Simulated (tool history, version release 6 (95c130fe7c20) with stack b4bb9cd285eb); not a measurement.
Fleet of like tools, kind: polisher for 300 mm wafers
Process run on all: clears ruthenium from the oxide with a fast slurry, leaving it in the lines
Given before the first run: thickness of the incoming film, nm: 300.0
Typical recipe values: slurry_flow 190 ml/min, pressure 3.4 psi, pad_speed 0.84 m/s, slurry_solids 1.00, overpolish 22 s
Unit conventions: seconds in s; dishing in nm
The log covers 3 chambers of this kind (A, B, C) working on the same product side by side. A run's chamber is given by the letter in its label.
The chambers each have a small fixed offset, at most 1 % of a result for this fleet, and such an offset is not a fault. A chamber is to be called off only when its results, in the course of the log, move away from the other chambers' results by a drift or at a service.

run   hour  slurry_flow  pressure  pad_speed  slurry_solids  overpolish  seconds  dishing
 1B    6.0          190       3.4       0.84           1.00          22   75.430   58.789
       6.5  -- chamber A: worn pad replaced by a new one
 2C   11.1          190       3.4       0.84           1.00          22   76.112   61.232
      12.6  -- chamber B: worn pad replaced by a new one
      17.1  -- chamber C: worn pad replaced by a new one
 3A   19.5          190       3.4       0.84           1.00          22   75.534   57.038
 4A   25.7          190       3.4       0.84           1.00          22   75.474   58.635
 5B   35.4          190       3.4       0.84           1.00          22   75.178   58.750
 6C   43.1          190       3.4       0.84           1.00          22   74.822   59.227
      46.1  -- chamber A: slurry blender recalibrated
 7A   49.1          190       3.4       0.84           1.00          22   76.995   59.861
 8C   58.1          190       3.4       0.84           1.00          22   76.143   58.260
 9B   63.0          190       3.4       0.84           1.00          22   76.298   60.450
      65.8  -- chamber A: worn pad replaced by a new one
10A   70.6          190       3.4       0.84           1.00          22   77.151   59.293
11B   76.9          190       3.4       0.84           1.00          22   78.003   60.272
12C   85.8          190       3.4       0.84           1.00          22   76.176   60.003
      87.9  -- chamber B: worn pad replaced by a new one
13A   94.6          190       3.4       0.84           1.00          22   74.967   58.481
      99.1  -- chamber B: slurry blender recalibrated
     101.3  -- chamber C: head pressure recalibrated
14B  103.9          190       3.4       0.84           1.00          22   74.775   60.478
15C  110.0          190       3.4       0.84           0.80          22   84.794   54.379
16A  118.8          190       3.4       0.84           0.80          22   83.983   54.337
     119.3  -- chamber C: slurry blender recalibrated
     122.6  -- chamber C: worn pad replaced by a new one
17C  124.3          190       3.4       0.84           0.80          22   85.163   54.193
18B  129.2          190       3.4       0.84           1.00          22   76.813   59.492
     137.3  -- chamber A: worn pad replaced by a new one
19C  137.5          190       3.4       0.84           1.00          22   77.521   59.842
20A  142.0          190       3.4       0.84           1.00          22   76.270   59.480
21B  151.5          190       3.4       0.84           1.00          22   72.240   59.687
22B  155.7          190       3.4       0.84           1.00          22   74.489   61.642
     156.8  -- chamber B: worn pad replaced by a new one
23C  163.2          190       3.4       0.84           1.00          22   75.470   58.225
24A  168.2          190       3.4       0.84           1.00          22   75.745   58.275
25A  177.4          190       3.4       0.84           1.00          22   77.462   56.966
26C  187.1          190       3.4       0.84           1.00          22   77.398   58.301
27B  195.1          190       3.4       0.84           1.00          22   72.977   61.953
28A  201.7          190       3.4       0.84           1.00          22   77.022   58.582
29C  208.1          190       3.4       0.84           1.00          22   76.248   60.211
30B  215.3          190       3.4       0.84           1.00          22   70.609   61.847

Next, every chamber runs the same settings. What will each give?
31A  222.3          190       3.4       0.84           1.25          22        ?        ?
31B  222.3          190       3.4       0.84           1.25          22        ?        ?
31C  222.3          190       3.4       0.84           1.25          22        ?        ?

run  seconds  dishing
31A   70.165   61.264
31B   65.766   66.365
31C   70.126   62.813
